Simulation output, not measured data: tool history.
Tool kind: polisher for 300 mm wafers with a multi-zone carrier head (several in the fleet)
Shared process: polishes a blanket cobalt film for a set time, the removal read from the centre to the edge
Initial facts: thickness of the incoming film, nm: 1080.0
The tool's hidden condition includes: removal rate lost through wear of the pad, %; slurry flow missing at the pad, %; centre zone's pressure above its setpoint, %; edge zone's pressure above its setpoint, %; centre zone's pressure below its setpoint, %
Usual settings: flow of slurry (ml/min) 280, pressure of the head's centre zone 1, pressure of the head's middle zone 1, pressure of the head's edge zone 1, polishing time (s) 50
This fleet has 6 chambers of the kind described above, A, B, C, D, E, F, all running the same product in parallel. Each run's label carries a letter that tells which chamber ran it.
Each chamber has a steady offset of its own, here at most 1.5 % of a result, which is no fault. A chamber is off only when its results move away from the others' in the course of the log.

| run | hour | flow of slurry (ml/min) | pressure of the head's centre zone | pressure of the head's middle zone | pressure of the head's edge zone | polishing time (s) | wafers polished on this pad | hours since the slurry nozzle was cleaned | hours since the centre zone pressure was calibrated | hours since the edge zone pressure was calibrated | film removed at the wafer's centre (angstrom) | film removed at mid-radius (angstrom) | film removed at the wafer's edge (angstrom) |
|---|---|---|---|---|---|---|---|---|---|---|---|---|---|
| 1E | 7.9 | 280 | 1 | 1 | 1 | 50 | 967 | 593 | 87.2 | 541.1 | 2867 | 2923.5 | 2790.3 |
|  | 10.9 | chamber A: worn pad replaced by a new one |
| 2C | 23.6 | 280 | 1 | 1 | 1 | 50 | 1532 | 151.6 | 80.8 | 509 | 2880.7 | 2834.1 | 2856.8 |
|  | 23.8 | chamber F: worn pad replaced by a new one |
|  | 29.6 | chamber C: worn pad replaced by a new one |
|  | 34.4 | chamber E: worn pad replaced by a new one |
| 3B | 35.4 | 280 | 1 | 1 | 1 | 50 | 1144 | 523.1 | 363.7 | 416 | 2929.6 | 2808.2 | 2800.1 |
| 4F | 43.7 | 280 | 1 | 1 | 1 | 50 | 330 | 206.7 | 1042.2 | 334.7 | 2886.6 | 2850.6 | 2862.3 |
|  | 48.5 | chamber B: worn pad replaced by a new one |
| 5D | 52.2 | 280 | 1 | 1 | 1 | 50 | 1762 | 384.5 | 621.2 | 324.8 | 2802 | 2871.2 | 2856.1 |
|  | 52.6 | chamber B: slurry nozzle cleaned |
| 6A | 66.1 | 350 | 1 | 1.06 | 1 | 50 | 915 | 528.5 | 1317.3 | 207.2 | 2954.8 | 3018 | 2902.3 |
| 7D | 79.2 | 350 | 1 | 1.06 | 1 | 50 | 2210 | 411.5 | 648.2 | 351.8 | 2873.2 | 3057.3 | 2927 |
|  | 87.5 | chamber F: slurry nozzle cleaned |
|  | 88.2 | chamber A: worn pad replaced by a new one |
| 8E | 95 | 350 | 1 | 1.06 | 1 | 50 | 1004 | 680.1 | 174.3 | 628.2 | 2929.8 | 3025.2 | 2846.4 |
|  | 101.6 | chamber F: worn pad replaced by a new one |
| 9A | 105.3 | 350 | 1 | 1.06 | 1 | 50 | 283 | 567.7 | 1356.5 | 246.4 | 2903.5 | 3144.8 | 2900.1 |
| 10F | 116.2 | 350 | 1 | 1.06 | 1 | 50 | 242 | 28.7 | 1114.7 | 407.2 | 2936.7 | 3043.2 | 2865.2 |
|  | 126.1 | chamber C: worn pad replaced by a new one |
| 11C | 129.7 | 350 | 1 | 1.06 | 1 | 50 | 61 | 257.7 | 186.9 | 615.1 | 2882.2 | 3102.7 | 2909.8 |
|  | 132.4 | chamber E: worn pad replaced by a new one |
|  | 133 | chamber B: worn pad replaced by a new one |
|  | 142.4 | chamber E: slurry nozzle cleaned |
| 12B | 143.5 | 280 | 1 | 1 | 1 | 50 | 175 | 91 | 471.8 | 524.1 | 2874.3 | 2865.8 | 2854.8 |
|  | 147.9 | chamber D: centre zone pressure recalibrated |
| 13C | 153.7 | 280 | 1 | 1 | 1 | 50 | 459 | 281.7 | 210.9 | 639.1 | 2873.5 | 2856.4 | 2817 |
|  | 163.6 | chamber A: centre zone pressure recalibrated |
| 14A | 167.3 | 280 | 1 | 1.11 | 1.1 | 50 | 1311 | 629.7 | 3.7 | 308.4 | 2830.1 | 3166.7 | 3002.2 |
|  | 175.7 | chamber A: worn pad replaced by a new one |
| 15D | 177.4 | 280 | 1 | 1.11 | 1.1 | 50 | 3837 | 509.7 | 29.6 | 450 | 2712.7 | 3032.1 | 2934.9 |
| 16B | 188.1 | 280 | 1 | 1.11 | 1.1 | 50 | 914 | 135.6 | 516.4 | 568.7 | 2839.2 | 3084.6 | 2986.8 |
|  | 195.9 | chamber F: worn pad replaced by a new one |
| 17F | 196.6 | 280 | 1 | 1.11 | 1.1 | 50 | 12 | 109.1 | 1195.1 | 487.6 | 2842.1 | 3089.4 | 2977.8 |
| 18E | 206.8 | 280 | 1 | 1.11 | 1.1 | 50 | 1233 | 64.5 | 286.1 | 740 | 2852.2 | 3122.3 | 2935.3 |
|  | 207.3 | chamber C: worn pad replaced by a new one |
|  | 213.7 | chamber D: slurry nozzle cleaned |
|  | 214.4 | chamber A: slurry nozzle cleaned |
|  | 221.2 | chamber B: worn pad replaced by a new one |
| 19D | 222.1 | 280 | 1 | 1.11 | 1.1 | 50 | 4578 | 8.4 | 74.3 | 494.7 | 2696.3 | 3038.9 | 2897.6 |
|  | 229.4 | chamber E: worn pad replaced by a new one |
| 20F | 231.3 | 280 | 1 | 1 | 1 | 50 | 587 | 143.8 | 1229.8 | 522.3 | 2895.3 | 2873.1 | 2828.8 |
| 21A | 244.2 | 280 | 1 | 1 | 1 | 50 | 1135 | 29.9 | 80.6 | 385.3 | 2808.4 | 2808.4 | 2798.1 |
| 22E | 258.6 | 280 | 1 | 1 | 1 | 50 | 485 | 116.3 | 337.9 | 791.8 | 2879.9 | 2853.3 | 2801.9 |
| 23C | 272.8 | 280 | 1 | 1 | 1 | 50 | 1086 | 400.8 | 330 | 758.2 | 2833.7 | 2811.5 | 2822 |
|  | 273 | chamber A: worn pad replaced by a new one |
|  | 273 | chamber E: edge zone pressure recalibrated |
| 24B | 282.9 | 280 | 1 | 1 | 1 | 50 | 1022 | 230.4 | 611.2 | 663.5 | 2829.7 | 2867.9 | 2838.7 |
|  | 283.2 | chamber C: edge zone pressure recalibrated |
|  | 283.4 | chamber F: worn pad replaced by a new one |
|  | 291.1 | chamber C: worn pad replaced by a new one |
| 25A | 296.7 | 280 | 1 | 1 | 1 | 50 | 392 | 82.4 | 133.1 | 437.8 | 2865.8 | 2804.6 | 2842.7 |
|  | 296.9 | chamber F: slurry nozzle cleaned |
|  | 301.3 | chamber B: worn pad replaced by a new one |
| 26C | 305.3 | 280 | 1 | 1 | 1 | 50 | 236 | 433.3 | 362.5 | 22.1 | 2855.9 | 2856.8 | 2846 |
| 27D | 312.7 | 280 | 1 | 1 | 1 | 50 | 6079 | 99 | 164.9 | 585.3 | 2616.4 | 2634.7 | 2665.9 |
|  | 323.2 | chamber E: worn pad replaced by a new one |
| 28B | 326.8 | 280 | 1 | 1 | 1 | 50 | 422 | 274.3 | 655.1 | 707.4 | 2834.1 | 2814.7 | 2863.1 |
| 29F | 340.5 | 280 | 1 | 1 | 1 | 50 | 946 | 43.6 | 1339 | 631.5 | 2822.1 | 2756.1 | 2806.2 |
| 30E | 356 | 280 | 1 | 1 | 1 | 50 | 543 | 213.7 | 435.3 | 83.1 | 2844.9 | 2852.6 | 2795.3 |
|  | 368.7 | chamber F: worn pad replaced by a new one |
|  | 369.5 | chamber A: worn pad replaced by a new one |
|  | 370.3 | chamber C: worn pad replaced by a new one |
| 31F | 370.5 | 280 | 1 | 1 | 1 | 50 | 31 | 73.6 | 1369 | 661.5 | 2834.6 | 2798 | 2834.8 |
|  | 380.9 | chamber B: worn pad replaced by a new one |
| 32A | 382.7 | 280 | 1 | 1 | 1 | 50 | 220 | 168.4 | 219.1 | 523.8 | 2827.3 | 2832.1 | 2885.9 |
| 33B | 392.9 | 280 | 1 | 1 | 1 | 50 | 199 | 340.4 | 721.2 | 773.5 | 2857.4 | 2828.8 | 2836.2 |
| 34D | 405.2 | 280 | 1 | 1 | 1 | 50 | 7612 | 191.5 | 257.4 | 677.8 | 2528.6 | 2542 | 2565.7 |
|  | 414.8 | chamber E: worn pad replaced by a new one |
| 35C | 416.9 | 280 | 1 | 1 | 1 | 50 | 773 | 544.9 | 474.1 | 133.7 | 2860 | 2876.6 | 2859.4 |
| 36E | 430.1 | 280 | 1 | 1 | 1 | 50 | 254 | 287.8 | 509.4 | 157.2 | 2869.9 | 2837 | 2765.6 |

All chambers now run identical settings, listed one chamber a line with results as question marks. What results will each chamber show?
| 37A | 441.5 | 280 | 0.94 | 1 | 1 | 50 |  |  |  |  | ? | ? | ? |
| 37B | 441.5 | 280 | 0.94 | 1 | 1 | 50 |  |  |  |  | ? | ? | ? |
| 37C | 441.5 | 280 | 0.94 | 1 | 1 | 50 |  |  |  |  | ? | ? | ? |
| 37D | 441.5 | 280 | 0.94 | 1 | 1 | 50 |  |  |  |  | ? | ? | ? |
| 37E | 441.5 | 280 | 0.94 | 1 | 1 | 50 |  |  |  |  | ? | ? | ? |
| 37F | 441.5 | 280 | 0.94 | 1 | 1 | 50 |  |  |  |  | ? | ? | ? |

| run | film removed at the wafer's centre (angstrom) | film removed at mid-radius (angstrom) | film removed at the wafer's edge (angstrom) |
|---|---|---|---|
| 37A | 2617.2 | 2837.4 | 2833.6 |
| 37B | 2651.1 | 2808.2 | 2877.8 |
| 37C | 2697.9 | 2811.2 | 2851.6 |
| 37D | 2333.6 | 2526.3 | 2544.1 |
| 37E | 2657.2 | 2945.6 | 2816.5 |
| 37F | 2643.5 | 2828.8 | 2832.4 |

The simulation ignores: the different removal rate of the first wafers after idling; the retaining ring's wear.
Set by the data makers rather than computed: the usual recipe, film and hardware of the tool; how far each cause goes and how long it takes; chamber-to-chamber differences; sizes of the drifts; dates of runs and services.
